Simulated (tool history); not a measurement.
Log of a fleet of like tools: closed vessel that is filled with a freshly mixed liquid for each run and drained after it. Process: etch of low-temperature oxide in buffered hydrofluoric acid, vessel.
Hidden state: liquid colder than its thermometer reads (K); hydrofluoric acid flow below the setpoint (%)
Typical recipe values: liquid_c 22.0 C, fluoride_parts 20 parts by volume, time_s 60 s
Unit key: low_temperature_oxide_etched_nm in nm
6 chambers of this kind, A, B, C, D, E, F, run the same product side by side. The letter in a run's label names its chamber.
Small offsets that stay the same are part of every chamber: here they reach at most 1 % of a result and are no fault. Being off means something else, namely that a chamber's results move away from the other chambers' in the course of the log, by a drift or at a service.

run	hour	liquid_c	fluoride_parts	time_s	hours since the thermometer was replaced	hours since the hydrofluoric acid flow meter was replaced	read-back film thickness of the low-temperature oxide reference wafer, read on the same gauge (nm)	low_temperature_oxide_etched_nm
1D	2.7	22.0	20	60	771.4	242.5	150.03	98.044
2E	6.6	22.0	20	60	2179.4	531.1	150.00	99.422
3B	10.8	22.0	20	60	882.6	372.2	149.99	98.071
4C	14.6	22.0	20	60	50.0	286.7	150.02	99.178
5A	18.7	22.0	20	60	1000.0	568.1	150.02	96.782
6F	23.8	22.0	20	60	181.1	341.6	150.01	98.969
7B	28.6	22.0	20	60	900.4	390.0	150.03	98.289
8C	33.2	22.0	20	60	68.6	305.3	150.00	98.649
# hour 35.6: chamber E: thermometer replaced
9A	36.6	19.5	23	60	1017.9	586.0	149.97	76.876
10F	41.3	19.5	23	60	198.6	359.1	150.01	78.204
11E	44.7	19.5	23	60	9.1	569.2	149.99	78.615
12D	49.7	19.5	23	60	818.4	289.5	149.99	77.597
13D	53.3	19.5	23	60	822.0	293.1	150.02	77.371
14A	57.5	19.5	23	60	1038.8	606.9	149.96	77.361
15B	61.4	22.0	20	60	933.2	422.8	149.99	98.254
16E	65.5	22.0	20	60	29.9	590.0	150.00	98.684
17C	69.3	22.0	20	60	104.7	341.4	149.99	98.633
18F	72.0	22.0	20	60	229.3	389.8	150.02	99.020
19E	77.0	22.0	20	60	41.4	601.5	149.99	98.250
20D	82.1	22.0	20	60	850.8	321.9	150.01	97.901
21A	86.4	19.5	20	45	1067.7	635.8	150.02	63.796
22C	88.9	19.5	20	45	124.3	361.0	150.05	64.651
23B	92.6	19.5	20	45	964.4	454.0	149.99	64.397
24F	97.4	19.5	20	45	254.7	415.2	150.02	64.306
25C	100.7	19.5	20	45	136.1	372.8	149.99	64.616
26A	103.9	19.5	20	45	1085.2	653.3	149.98	63.578
27B	107.4	22.0	20	60	979.2	468.8	149.99	98.503
28E	112.6	22.0	20	60	77.0	637.1	149.99	98.937
29F	115.9	22.0	20	60	273.2	433.7	149.99	99.444
30D	119.6	22.0	20	60	888.3	359.4	149.98	98.750
31F	123.9	22.0	20	60	281.2	441.7	150.00	99.439
32D	127.4	22.0	20	60	896.1	367.2	149.99	98.255
33A	131.6	22.0	20	60	1112.9	681.0	149.98	97.162
34E	136.2	22.0	20	60	100.6	660.7	149.98	99.058
35C	140.3	22.0	20	60	175.7	412.4	149.99	98.780
36B	143.8	22.0	20	60	1015.6	505.2	150.02	98.068
37A	149.4	22.0	20	60	1130.7	698.8	150.01	97.195
38C	152.4	22.0	20	60	187.8	424.5	150.00	99.290

Read the log: is a single chamber off, either drifting away or since a service, is the gauge that measures every chamber drifting, or is nothing wrong beyond small per-chamber offsets? Name any odd chamber and what most likely caused it.

Beyond each chamber's small constant offset nothing stands out, and the gauge stays steady.
